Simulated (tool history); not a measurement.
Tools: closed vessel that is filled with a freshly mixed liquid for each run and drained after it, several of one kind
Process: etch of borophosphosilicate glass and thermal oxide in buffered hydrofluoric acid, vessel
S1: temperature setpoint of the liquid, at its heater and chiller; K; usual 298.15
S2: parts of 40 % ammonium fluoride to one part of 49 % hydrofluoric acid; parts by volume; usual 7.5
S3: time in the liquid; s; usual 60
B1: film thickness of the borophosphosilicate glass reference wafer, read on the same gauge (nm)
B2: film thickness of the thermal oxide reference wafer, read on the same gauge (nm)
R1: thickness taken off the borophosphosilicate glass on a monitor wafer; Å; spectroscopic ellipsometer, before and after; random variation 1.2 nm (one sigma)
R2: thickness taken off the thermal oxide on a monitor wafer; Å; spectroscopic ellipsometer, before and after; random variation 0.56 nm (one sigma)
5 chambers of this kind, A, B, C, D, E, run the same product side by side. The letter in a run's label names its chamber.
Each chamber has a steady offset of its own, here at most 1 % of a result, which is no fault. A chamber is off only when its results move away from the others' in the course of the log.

Run 1B, day 0.154: usual settings; B1 120.02; B2 110. Result: R1 1490.8 Å, R2 918.65 Å.
Run 2A, day 0.333: usual settings; B1 120.02; B2 110.01. Result: R1 1484.9 Å, R2 920.7 Å.
Run 3E, day 0.471: usual settings; B1 120.01; B2 110. Result: R1 1473.5 Å, R2 920.88 Å.
Run 4C, day 0.567: usual settings; B1 119.99; B2 110.01. Result: R1 1497.5 Å, R2 915.31 Å.
Run 5D, day 0.75: usual settings; B1 120; B2 110. Result: R1 1498.4 Å, R2 907.23 Å.
Run 6C, day 0.842: usual settings but S1 302.65 K, S2 6 parts by volume; B1 120.01; B2 109.98. Result: R1 2315.4 Å, R2 1443.3 Å.
Run 7E, day 0.992: usual settings but S1 302.65 K, S2 6 parts by volume; B1 119.99; B2 110.01. Result: R1 2299.9 Å, R2 1441 Å.
Run 8B, day 1.096: usual settings but S1 302.65 K, S2 6 parts by volume; B1 120; B2 109.97. Result: R1 2354.2 Å, R2 1466.3 Å.
Run 9D, day 1.221: usual settings but S1 302.65 K, S2 6 parts by volume; B1 119.99; B2 109.99. Result: R1 2338.2 Å, R2 1425.7 Å.
Run 10A, day 1.35: usual settings but S1 302.65 K, S2 6 parts by volume; B1 120.01; B2 110. Result: R1 2299.4 Å, R2 1429.5 Å.
Run 11D, day 1.45: usual settings; B1 120.01; B2 110.01. Result: R1 1485.2 Å, R2 916 Å.
Run 12E, day 1.608: usual settings but S1 293.65 K, S2 9.5 parts by volume; B1 120.01; B2 109.99. Result: R1 928.96 Å, R2 571.47 Å.
Run 13B, day 1.725: usual settings but S1 293.65 K, S2 9.5 parts by volume; B1 119.99; B2 109.98. Result: R1 947.49 Å, R2 566.43 Å.
Run 14A, day 1.892: usual settings but S1 293.65 K, S2 9.5 parts by volume; B1 119.98; B2 109.99. Result: R1 924.91 Å, R2 568.96 Å.
Run 15C, day 1.983: usual settings but S1 293.65 K, S2 9.5 parts by volume; B1 120.01; B2 109.99. Result: R1 920.77 Å, R2 571.62 Å.
Run 16C, day 2.121: usual settings but S1 293.65 K, S2 9.5 parts by volume; B1 119.99; B2 110.03. Result: R1 924.65 Å, R2 572.58 Å.
Run 17D, day 2.208: usual settings; B1 120; B2 110.03. Result: R1 1498.3 Å, R2 916.27 Å.
Run 18E, day 2.392: usual settings but S1 295.65 K, S3 80 s; B1 120; B2 110.02. Result: R1 1704.5 Å, R2 1054.9 Å.
Run 19B, day 2.496: usual settings but S1 295.65 K, S3 80 s; B1 120; B2 109.99. Result: R1 1738.7 Å, R2 1076.1 Å.
Run 20A, day 2.65: usual settings but S1 295.65 K, S3 80 s; B1 120.01; B2 110.01. Result: R1 1757.3 Å, R2 1067.2 Å.
Run 21E, day 2.804: usual settings but S1 295.65 K, S3 80 s; B1 120.01; B2 110. Result: R1 1710.7 Å, R2 1069.3 Å.
Run 22D, day 2.942: usual settings but S1 295.65 K, S3 80 s; B1 120.01; B2 110.02. Result: R1 1737.8 Å, R2 1063.6 Å.
Run 23A, day 3.117: usual settings; B1 120; B2 110. Result: R1 1485.3 Å, R2 918.29 Å.
Run 24B, day 3.208: usual settings; B1 120; B2 110.02. Result: R1 1499.7 Å, R2 922.18 Å.
Run 25C, day 3.375: usual settings; B1 120.01; B2 110.02. Result: R1 1498.9 Å, R2 914.55 Å.
Run 26B, day 3.558: usual settings; B1 119.98; B2 110. Result: R1 1498.3 Å, R2 919.4 Å.
Run 27D, day 3.662: usual settings; B1 119.99; B2 109.99. Result: R1 1491.9 Å, R2 919.44 Å.
Run 28A, day 3.762: usual settings; B1 120; B2 110.01. Result: R1 1511.6 Å, R2 919.01 Å.
Run 29E, day 3.862: usual settings; B1 119.98; B2 109.99. Result: R1 1479.3 Å, R2 909.06 Å.
Run 30C, day 3.967: usual settings; B1 119.99; B2 110.02. Result: R1 1468.4 Å, R2 916.71 Å.
Run 31E, day 4.146: usual settings; B1 119.98; B2 110. Result: R1 1465.3 Å, R2 905.75 Å.
Run 32A, day 4.254: usual settings; B1 120; B2 109.96. Result: R1 1500.6 Å, R2 918.56 Å.
Run 33C, day 4.438: usual settings; B1 119.99; B2 109.99. Result: R1 1469.7 Å, R2 911.63 Å.
Run 34D, day 4.588: usual settings but S2 10 parts by volume; B1 120; B2 110.02. Result: R1 1141.6 Å, R2 701.01 Å.
Run 35B, day 4.692: usual settings but S2 10 parts by volume; B1 119.99; B2 109.98. Result: R1 1150.6 Å, R2 714.55 Å.
Run 36B, day 4.829: usual settings but S2 10 parts by volume; B1 120.01; B2 110.01. Result: R1 1165.4 Å, R2 711.97 Å.
Run 37A, day 4.975: usual settings but S2 10 parts by volume; B1 120.01; B2 110. Result: R1 1143.7 Å, R2 717.53 Å.
Run 38E, day 5.096: usual settings but S2 10 parts by volume; B1 119.98; B2 110.02. Result: R1 1141 Å, R2 707.16 Å.
Run 39D, day 5.254: usual settings; B1 120; B2 109.97. Result: R1 1508.1 Å, R2 913.1 Å.
Run 40C, day 5.446: usual settings; B1 119.99; B2 109.96. Result: R1 1483.8 Å, R2 917.35 Å.
Run 41C, day 5.629: usual settings; B1 119.97; B2 110.04. Result: R1 1472.4 Å, R2 914.62 Å.
Run 42E, day 5.788: usual settings; B1 120.01; B2 109.99. Result: R1 1465.7 Å, R2 909.25 Å.
Run 43B, day 5.933: usual settings; B1 120; B2 110. Result: R1 1489.5 Å, R2 924.33 Å.
Run 44D, day 6.108: usual settings; B1 120.01; B2 109.96. Result: R1 1513.5 Å, R2 915.64 Å.

Is one chamber off against the others, does the gauge drift, or is nothing wrong? If a chamber is off, say which, and what the likeliest cause is.

No chamber stands off beyond its own small offset, and the gauge holds steady.
